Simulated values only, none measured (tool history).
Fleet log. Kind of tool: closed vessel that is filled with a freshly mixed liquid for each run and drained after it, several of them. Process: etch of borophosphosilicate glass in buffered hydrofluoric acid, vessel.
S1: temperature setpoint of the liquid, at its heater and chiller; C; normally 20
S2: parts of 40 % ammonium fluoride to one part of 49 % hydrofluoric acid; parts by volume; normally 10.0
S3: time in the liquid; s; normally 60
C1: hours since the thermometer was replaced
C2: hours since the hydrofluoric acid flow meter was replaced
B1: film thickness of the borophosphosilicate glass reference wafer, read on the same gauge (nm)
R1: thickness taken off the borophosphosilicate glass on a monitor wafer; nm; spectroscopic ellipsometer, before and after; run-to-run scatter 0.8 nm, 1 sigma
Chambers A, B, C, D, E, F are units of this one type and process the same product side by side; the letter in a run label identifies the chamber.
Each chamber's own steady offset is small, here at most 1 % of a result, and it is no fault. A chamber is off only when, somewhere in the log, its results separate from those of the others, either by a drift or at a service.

| run | day | S1 | S2 | S3 | C1 | C2 | B1 | R1 |
|---|---|---|---|---|---|---|---|---|
| 1A | 0.288 | 20 | 10.0 | 60 | 1420.9 | 588.1 | 110.02 | 98.430 |
| 2B | 0.696 | 20 | 10.0 | 60 | 264.3 | 568.7 | 110.03 | 97.742 |
| 3E | 0.933 | 20 | 10.0 | 60 | 2045.1 | 555.4 | 109.99 | 100.970 |
| 4D | 1.325 | 20 | 10.0 | 60 | 1377.3 | 376.2 | 109.98 | 98.276 |
| 5C | 1.617 | 20 | 10.0 | 60 | 713.0 | 558.0 | 110.02 | 98.573 |
| 6F | 1.883 | 20 | 10.0 | 60 | 444.4 | 1127.3 | 109.99 | 98.762 |
| 7C | 2.250 | 20 | 10.0 | 60 | 728.2 | 573.2 | 110.01 | 99.765 |
| 8B | 2.550 | 20 | 10.0 | 60 | 308.8 | 613.2 | 110.03 | 99.278 |
| 9F | 2.962 | 17 | 10.0 | 60 | 470.3 | 1153.2 | 109.99 | 84.001 |
| 10E | 3.362 | 17 | 10.0 | 60 | 2103.4 | 613.7 | 110.01 | 84.829 |
| 11A | 3.617 | 17 | 10.0 | 60 | 1500.8 | 668.0 | 109.99 | 83.010 |
| 12D | 3.967 | 17 | 10.0 | 60 | 1440.7 | 439.6 | 109.97 | 83.018 |
| 13B | 4.171 | 17 | 10.0 | 60 | 347.7 | 652.1 | 110.03 | 81.727 |
| 14C | 4.458 | 17 | 10.0 | 60 | 781.2 | 626.2 | 110.00 | 84.825 |
| 15F | 4.904 | 22 | 11.5 | 60 | 516.9 | 1199.8 | 109.98 | 96.752 |
| 16E | 5.192 | 22 | 11.5 | 60 | 2147.3 | 657.6 | 109.99 | 98.613 |
| 17D | 5.438 | 22 | 11.5 | 60 | 1476.0 | 474.9 | 109.99 | 96.637 |
| 18A | 5.654 | 22 | 11.5 | 60 | 1549.7 | 716.9 | 110.01 | 99.882 |
| 19B | 5.950 | 22 | 11.5 | 60 | 390.4 | 694.8 | 109.99 | 97.550 |
| 20D | 6.275 | 22 | 11.5 | 60 | 1496.1 | 495.0 | 110.02 | 95.865 |
| 21E | 6.725 | 20 | 10.0 | 60 | 2184.1 | 694.4 | 110.01 | 101.410 |
|  | 7.075 | chamber D: thermometer replaced |
| 22F | 7.150 | 20 | 10.0 | 60 | 570.8 | 1253.7 | 110.01 | 99.036 |
| 23A | 7.583 | 20 | 10.0 | 60 | 1596.0 | 763.2 | 109.98 | 102.980 |
| 24C | 7.917 | 20 | 10.0 | 60 | 864.2 | 709.2 | 110.01 | 99.239 |
| 25A | 8.121 | 20 | 13.5 | 60 | 1608.9 | 776.1 | 110.01 | 77.879 |
| 26C | 8.333 | 20 | 13.5 | 60 | 874.2 | 719.2 | 110.01 | 75.346 |
| 27D | 8.562 | 20 | 13.5 | 60 | 35.7 | 549.9 | 109.99 | 73.050 |
| 28E | 8.800 | 20 | 13.5 | 60 | 2233.9 | 744.2 | 110.02 | 75.014 |
| 29B | 9.042 | 20 | 13.5 | 60 | 464.6 | 769.0 | 110.00 | 72.468 |
|  | 9.250 | chamber D: hydrofluoric acid flow meter replaced |
| 30F | 9.450 | 20 | 13.5 | 60 | 626.0 | 1308.9 | 110.00 | 72.862 |
| 31E | 9.900 | 20 | 10.0 | 60 | 2260.3 | 770.6 | 110.00 | 101.130 |
| 32F | 10.325 | 20 | 10.0 | 60 | 647.0 | 1329.9 | 110.00 | 98.698 |
| 33B | 10.558 | 20 | 10.0 | 60 | 501.0 | 805.4 | 109.98 | 97.406 |
| 34D | 11.004 | 20 | 6.5 | 60 | 94.3 | 42.1 | 110.01 | 147.880 |
| 35C | 11.412 | 20 | 6.5 | 60 | 948.1 | 793.1 | 109.98 | 147.530 |
| 36A | 11.708 | 20 | 6.5 | 60 | 1695.0 | 862.2 | 110.01 | 162.640 |
| 37C | 12.079 | 20 | 6.5 | 60 | 964.1 | 809.1 | 110.03 | 149.220 |

Which is it: a chamber that has drifted or been left off by a service, a gauge drift common to all chambers, or only each chamber's usual small offset? If a chamber is off, name it and its likeliest cause.

Chamber A drifts away from the others.
Likeliest cause: liquid hotter than its thermometer reads (K) = 1.71.
The log might look much the same if the cause were instead: hydrofluoric acid flow above the setpoint (%).

Which of the 4 candidates below, each the usual settings with something changed and its results left as question marks, puts chamber A back in line with what the other chambers give on the usual settings?
Allowed miss from the other chambers' usual-settings mean, per result, to count as in line: R1 2.800 nm
| 38A-1 | 12.412 | 20.0 | 10.0 | 70 |  |  |  | ? |
| 38A-2 | 12.412 | 21.0 | 9.5 | 60 |  |  |  | ? |
| 38A-3 | 12.412 | 19.0 | 10.5 | 60 |  |  |  | ? |
| 38A-4 | 12.412 | 19.5 | 10.5 | 55 |  |  |  | ? |

Mean of the other chambers on the usual settings: R1 99.348 nm
| run | R1 |
|---|---|
| 38A-1 | 128.230 |
| 38A-2 | 119.940 |
| 38A-3 | 99.148 |
| 38A-4 | 93.469 |
It is 38A-3 that realigns the chamber with its peers.

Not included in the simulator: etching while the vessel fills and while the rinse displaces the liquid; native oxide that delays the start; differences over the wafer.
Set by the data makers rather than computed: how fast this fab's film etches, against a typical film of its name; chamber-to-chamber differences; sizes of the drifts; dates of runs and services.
